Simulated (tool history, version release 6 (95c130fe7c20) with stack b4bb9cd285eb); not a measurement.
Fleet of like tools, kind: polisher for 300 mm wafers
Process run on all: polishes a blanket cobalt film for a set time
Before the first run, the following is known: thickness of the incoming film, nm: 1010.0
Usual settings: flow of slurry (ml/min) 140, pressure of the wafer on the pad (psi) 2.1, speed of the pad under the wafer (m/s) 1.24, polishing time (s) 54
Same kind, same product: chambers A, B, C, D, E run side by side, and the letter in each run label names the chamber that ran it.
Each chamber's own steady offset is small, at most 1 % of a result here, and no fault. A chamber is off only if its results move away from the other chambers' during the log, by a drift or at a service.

run	day	flow of slurry (ml/min)	pressure of the wafer on the pad (psi)	speed of the pad under the wafer (m/s)	polishing time (s)	film removed (Å)
1B	0.142	140	2.1	1.24	54	3071.5
2C	0.267	140	2.1	1.24	54	3198.2
3A	0.454	140	2.1	1.24	54	3182.9
4E	0.571	140	2.1	1.24	54	3204.1
5D	0.700	140	2.1	1.24	54	3186.8
6C	0.904	140	2.1	1.24	54	3175.5
# day 1.008: chamber D: worn pad replaced by a new one
7B	1.029	140	2.1	1.24	54	3106.8
# day 1.038: chamber B: worn pad replaced by a new one
8A	1.229	140	2.1	1.24	54	3091.6
9D	1.421	140	2.1	1.24	54	3173.0
# day 1.517: chamber C: slurry nozzle cleaned
10E	1.546	140	2.1	1.24	54	3160.9
11E	1.675	140	2.1	1.24	54	3184.5
# day 1.750: chamber C: worn pad replaced by a new one
12B	1.804	140	2.1	1.24	54	3094.8
# day 1.867: chamber A: worn pad replaced by a new one
13D	1.917	140	2.1	1.24	54	3163.9
14C	2.075	140	2.1	1.24	54	3226.8
15A	2.196	140	2.1	1.24	54	3171.7
16E	2.296	140	2.1	1.24	54	3145.8
17D	2.450	170	2.1	1.58	54	4170.1
18B	2.571	170	2.1	1.58	54	4103.6
19C	2.717	170	2.1	1.58	54	4170.5
20A	2.821	170	2.1	1.58	54	4168.7
# day 2.896: chamber A: head pressure recalibrated
21B	2.946	170	2.1	1.58	54	4107.9
22D	3.129	140	2.1	1.24	54	3200.2
23C	3.275	140	2.1	1.24	54	3203.0
# day 3.283: chamber E: worn pad replaced by a new one
24A	3.479	140	2.1	1.24	54	2971.1
25E	3.675	140	2.1	1.24	54	3115.1
# day 3.804: chamber B: slurry nozzle cleaned
26B	3.867	140	2.1	1.24	68	3931.0
27E	4.067	140	2.1	1.24	68	4028.9
28C	4.238	140	2.1	1.24	68	3982.5
29A	4.412	140	2.1	1.24	68	3772.5
# day 4.429: chamber D: worn pad replaced by a new one
30D	4.550	140	2.1	1.24	68	3971.4
31B	4.712	140	2.1	1.24	54	3122.4
32C	4.912	140	2.1	1.24	54	3183.1
33D	5.054	140	2.1	1.24	54	3155.8
34A	5.150	140	2.1	1.24	54	2950.8
35E	5.338	140	2.1	1.24	54	3200.5
36B	5.479	140	2.1	1.24	54	3110.6
37A	5.604	140	2.1	1.24	54	2953.6
# day 5.638: chamber A: worn pad replaced by a new one
# day 5.662: chamber A: slurry nozzle cleaned
38D	5.796	140	2.1	1.24	54	3178.7
# day 5.858: chamber B: head pressure recalibrated
39C	5.917	140	2.1	1.24	54	3188.1
40E	6.038	140	2.1	1.24	54	3166.5
41B	6.179	140	2.1	1.24	54	3089.3
42C	6.342	140	2.1	1.24	54	3175.1
43E	6.521	140	2.1	1.24	54	3205.9
44A	6.650	140	2.1	1.24	54	2980.0

Next, every chamber runs the same settings. What will each give?
45A	6.796	140	1.8	1.24	54	?
45B	6.796	140	1.8	1.24	54	?
45C	6.796	140	1.8	1.24	54	?
45D	6.796	140	1.8	1.24	54	?
45E	6.796	140	1.8	1.24	54	?

run	film removed (Å)
45A	2547.1
45B	2704.7
45C	2711.2
45D	2721.3
45E	2721.1

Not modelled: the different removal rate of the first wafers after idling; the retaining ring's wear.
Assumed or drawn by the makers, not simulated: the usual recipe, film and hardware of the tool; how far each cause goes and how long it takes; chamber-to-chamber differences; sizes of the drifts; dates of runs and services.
